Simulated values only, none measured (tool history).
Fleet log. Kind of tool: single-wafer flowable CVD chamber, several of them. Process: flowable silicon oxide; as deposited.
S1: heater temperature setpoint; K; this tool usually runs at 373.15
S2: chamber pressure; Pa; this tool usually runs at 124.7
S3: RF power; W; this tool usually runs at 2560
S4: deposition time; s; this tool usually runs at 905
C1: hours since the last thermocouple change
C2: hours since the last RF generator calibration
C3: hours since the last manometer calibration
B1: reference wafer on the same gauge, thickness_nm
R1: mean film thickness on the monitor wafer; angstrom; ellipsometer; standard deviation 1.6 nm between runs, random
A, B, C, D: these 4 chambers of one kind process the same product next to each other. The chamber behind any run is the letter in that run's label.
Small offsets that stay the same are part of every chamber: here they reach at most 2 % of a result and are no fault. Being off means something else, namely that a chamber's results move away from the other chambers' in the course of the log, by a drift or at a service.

run	day	S1	S2	S3	S4	C1	C2	C3	B1	R1
1B	0.158	373.15	124.7	2560	905	943.2	411.8	1322.8	626.84	7026.9
2A	0.296	373.15	124.7	2560	905	1647.8	1034.4	1269.6	627.2	7085.9
3D	0.471	373.15	124.7	2560	905	127.9	2025.5	801.2	627.16	7034.5
# day 0.617: chamber D: RF generator calibrated
4C	0.65	373.15	124.7	2560	905	677.1	449.5	427.5	627.07	6947.5
5D	0.862	373.15	124.7	2560	905	137.3	6	810.6	627.08	7024.7
6C	1.042	373.15	124.7	2560	905	686.5	458.9	436.9	627.14	6915.7
7B	1.212	373.15	124.7	2560	905	968.5	437.1	1348.1	626.86	6978.3
8A	1.404	385.15	124.7	2740	905	1674.4	1061	1296.2	627.09	4828.2
9A	1.571	385.15	124.7	2740	905	1678.4	1065	1300.2	626.98	4841.4
10D	1.712	385.15	124.7	2740	905	157.7	26.4	831	626.88	4743.3
11C	1.842	385.15	124.7	2740	905	705.7	478.1	456.1	626.94	4701.2
12B	2.042	373.15	124.7	2560	905	988.4	457	1368	627.04	6951.3
13D	2.238	373.15	124.7	2560	905	170.3	39	843.6	627.24	7048.9
14B	2.438	373.15	124.7	2560	905	997.9	466.5	1377.5	627.06	6984
15A	2.588	378.15	124.7	2560	1055	1702.8	1089.4	1324.6	626.83	7002
16C	2.788	378.15	124.7	2560	1055	728.4	500.8	478.8	626.75	6855.7
17C	2.979	378.15	124.7	2560	1055	733	505.4	483.4	627.22	6813.5
18B	3.125	378.15	124.7	2560	1055	1014.4	483	1394	627.18	6903.4
19A	3.271	373.15	124.7	2560	905	1719.2	1105.8	1341	627.13	7076.2
20D	3.388	373.15	124.7	2560	905	197.9	66.6	871.2	627.14	7002.8
21A	3.492	373.15	124.7	2560	905	1724.5	1111.1	1346.3	627	7067
22D	3.642	373.15	124.7	2560	905	204	72.7	877.3	626.87	7059.9
23C	3.762	380.15	124.7	2560	801	751.8	524.2	502.2	626.93	4854.4
24B	3.921	380.15	124.7	2560	801	1033.5	502.1	1413.1	627.09	4877.8
25C	4.129	380.15	124.7	2560	801	760.6	533	511	626.65	4845
26A	4.229	380.15	124.7	2560	801	1742.2	1128.8	1364	627.32	4966
27D	4.371	373.15	124.7	2560	905	221.5	90.2	894.8	626.82	7041.7
28B	4.471	373.15	124.7	2560	905	1046.7	515.3	1426.3	626.89	6945.6
29D	4.683	373.15	124.7	2560	905	229	97.7	902.3	626.76	7043.9
30C	4.804	373.15	124.7	2560	905	776.8	549.2	527.2	627.59	6923.6
31B	4.946	373.15	124.7	2560	905	1058.1	526.7	1437.7	626.69	6939.7
32A	5.092	373.15	124.7	2560	905	1762.9	1149.5	1384.7	627.21	7090.4
33B	5.208	373.15	124.7	2560	905	1064.4	533	1444	626.64	6924.7
34C	5.371	373.15	124.7	2560	905	790.4	562.8	540.8	627.22	6940.9
35A	5.471	373.15	124.7	2560	905	1772	1158.6	1393.8	626.53	7070.3
36D	5.592	373.15	124.7	2560	905	250.8	119.5	924.1	627.1	7022.7
37B	5.8	373.15	124.7	2560	905	1078.6	547.2	1458.2	626.56	6877.2
# day 5.821: chamber A: thermocouple changed; heater temperature recalibrated
38C	5.9	373.15	124.7	2560	905	803.1	575.5	553.5	627.05	6939.1
39D	6.104	373.15	124.7	2560	905	263.1	131.8	936.4	627.33	7033.3
40A	6.2	373.15	124.7	2560	905	9.2	1176.1	1411.3	627.04	7080
41B	6.346	373.15	124.7	2560	905	1091.7	560.3	1471.3	627.33	6886.6
42A	6.492	373.15	124.7	2725	905	16.2	1183.1	1418.3	627.19	7116.9
43C	6.708	373.15	124.7	2725	905	822.5	594.9	572.9	627.11	6994.5
44D	6.825	373.15	124.7	2725	905	280.4	149.1	953.7	627.51	7067.8

What goes on in this fleet: one chamber off, a drifting gauge, or nothing beyond the chambers' own small offsets? Name the chamber and the cause, if any.

Little by little, chamber B moves away from the other chambers.
Cause: true pressure below the setpoint (%) = 1.42.
The log may not separate it from: wafer temperature above the value expected at the setpoint (K).

Chamber B could run next with any of the 4 candidate recipes listed below; each alters the usual settings, and their results appear as question marks. Which one brings its results back in line with what the other chambers deliver on the usual settings?
Allowed miss from the other chambers' usual-settings mean, per result, to count as in line: R1 56 angstrom
45B-1	6.979	373.15	122.5	2560	905					?
45B-2	6.979	373.15	124.9	2560	906					?
45B-3	6.979	373.15	124.7	2560	924					?
45B-4	6.979	373.15	124.4	2560	904					?

Usual-settings mean across the other chambers: R1 7016.2 angstrom
run	R1
45B-1	6734.3
45B-2	6904
45B-3	7022.7
45B-4	6852.7
Change 45B-3 lands the chamber within the allowed miss of the other chambers.

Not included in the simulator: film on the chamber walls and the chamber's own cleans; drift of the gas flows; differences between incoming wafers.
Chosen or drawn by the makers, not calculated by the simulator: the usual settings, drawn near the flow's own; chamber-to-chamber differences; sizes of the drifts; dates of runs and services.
